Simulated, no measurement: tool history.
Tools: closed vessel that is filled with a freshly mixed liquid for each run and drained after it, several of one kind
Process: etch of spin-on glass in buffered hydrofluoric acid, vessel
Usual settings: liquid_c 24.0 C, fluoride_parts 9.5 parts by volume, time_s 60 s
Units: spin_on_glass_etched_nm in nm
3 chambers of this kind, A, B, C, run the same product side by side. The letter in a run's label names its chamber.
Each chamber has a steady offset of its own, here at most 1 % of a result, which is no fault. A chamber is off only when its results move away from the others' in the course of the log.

run   hour  liquid_c  fluoride_parts  time_s  read-back film thickness of the spin-on glass reference wafer, read on the same gauge (nm)  spin_on_glass_etched_nm
 1B    4.7      24.0             9.5      60                                                                                      69.994                  139.940
 2C    9.2      24.0             9.5      60                                                                                      70.015                  138.770
 3A   13.7      24.0             9.5      60                                                                                      69.978                  138.500
 4A   18.7      24.0             9.5      60                                                                                      70.029                  139.400
 5B   24.2      24.0             9.5      60                                                                                      70.019                  140.500
 6C   28.5      22.0             9.5      70                                                                                      70.021                  145.410
 7C   37.2      22.0             9.5      70                                                                                      69.998                  144.740
 8B   41.5      22.0             9.5      70                                                                                      69.988                  146.320
 9A   49.8      24.0             9.5      60                                                                                      69.986                  140.060
10A   56.4      24.0             9.5      60                                                                                      69.970                  138.280
11C   65.6      24.0             9.5      60                                                                                      69.989                  139.230
12B   74.0      24.0             9.5      60                                                                                      69.966                  140.590
13A   80.1      24.0             9.5      60                                                                                      69.967                  139.290
14B   84.9      24.0             9.5      60                                                                                      69.991                  140.720
15C   90.7      24.0             9.5      60                                                                                      70.003                  139.480
      93.9  -- chamber B: hydrofluoric acid flow meter replaced
16C   99.1      24.0             9.5      60                                                                                      70.042                  138.560
17A  104.8      24.0             9.5      60                                                                                      69.962                  139.340
18B  110.9      27.5             9.5      60                                                                                      70.017                  170.380
19A  119.3      27.5             9.5      60                                                                                      70.034                  168.380
20B  126.2      27.5             9.5      60                                                                                      70.006                  169.510
21C  131.4      24.0             8.0      60                                                                                      70.016                  163.080
22C  136.7      24.0             8.0      60                                                                                      69.988                  162.690
23B  145.6      24.0             8.0      60                                                                                      70.045                  164.330
24A  154.2      24.0             9.5      60                                                                                      69.982                  139.690
25C  162.9      24.0             9.5      60                                                                                      69.977                  138.130
26B  170.4      24.0             9.5      60                                                                                      69.985                  139.900
27A  177.5      24.0             9.5      60                                                                                      69.977                  139.290
28B  184.3      24.0             9.5      60                                                                                      70.012                  139.540
29C  191.0      24.0             9.5      60                                                                                      70.006                  138.420
30A  198.3      24.0             9.5      60                                                                                      69.988                  139.150
31B  206.1      28.5             9.5      30                                                                                      69.981                   89.746
32A  214.6      28.5             9.5      30                                                                                      70.033                   88.756
33C  220.5      28.5             9.5      30                                                                                      69.981                   87.943
34C  228.3      24.0             9.5      60                                                                                      70.024                  138.400
35B  237.5      24.0             9.5      60                                                                                      69.996                  140.300
36A  245.4      24.0             9.5      60                                                                                      70.046                  139.210
37A  252.9      24.0             9.5      60                                                                                      69.999                  139.250
38B  258.1      24.0             9.5      60                                                                                      69.979                  141.260
39C  264.5      27.5             9.5      75                                                                                      69.978                  207.630
40B  271.7      27.5             9.5      75                                                                                      70.014                  212.350
41C  278.0      27.5             9.5      75                                                                                      69.998                  208.740
42A  284.6      24.0             9.5      60                                                                                      69.964                  138.200
43C  290.8      28.5             9.5      60                                                                                      70.032                  175.120

What goes on in this fleet: one chamber off, a drifting gauge, or nothing beyond the chambers' own small offsets? Name the chamber and the cause, if any.

No chamber stands off beyond its own small offset, and the gauge holds steady.
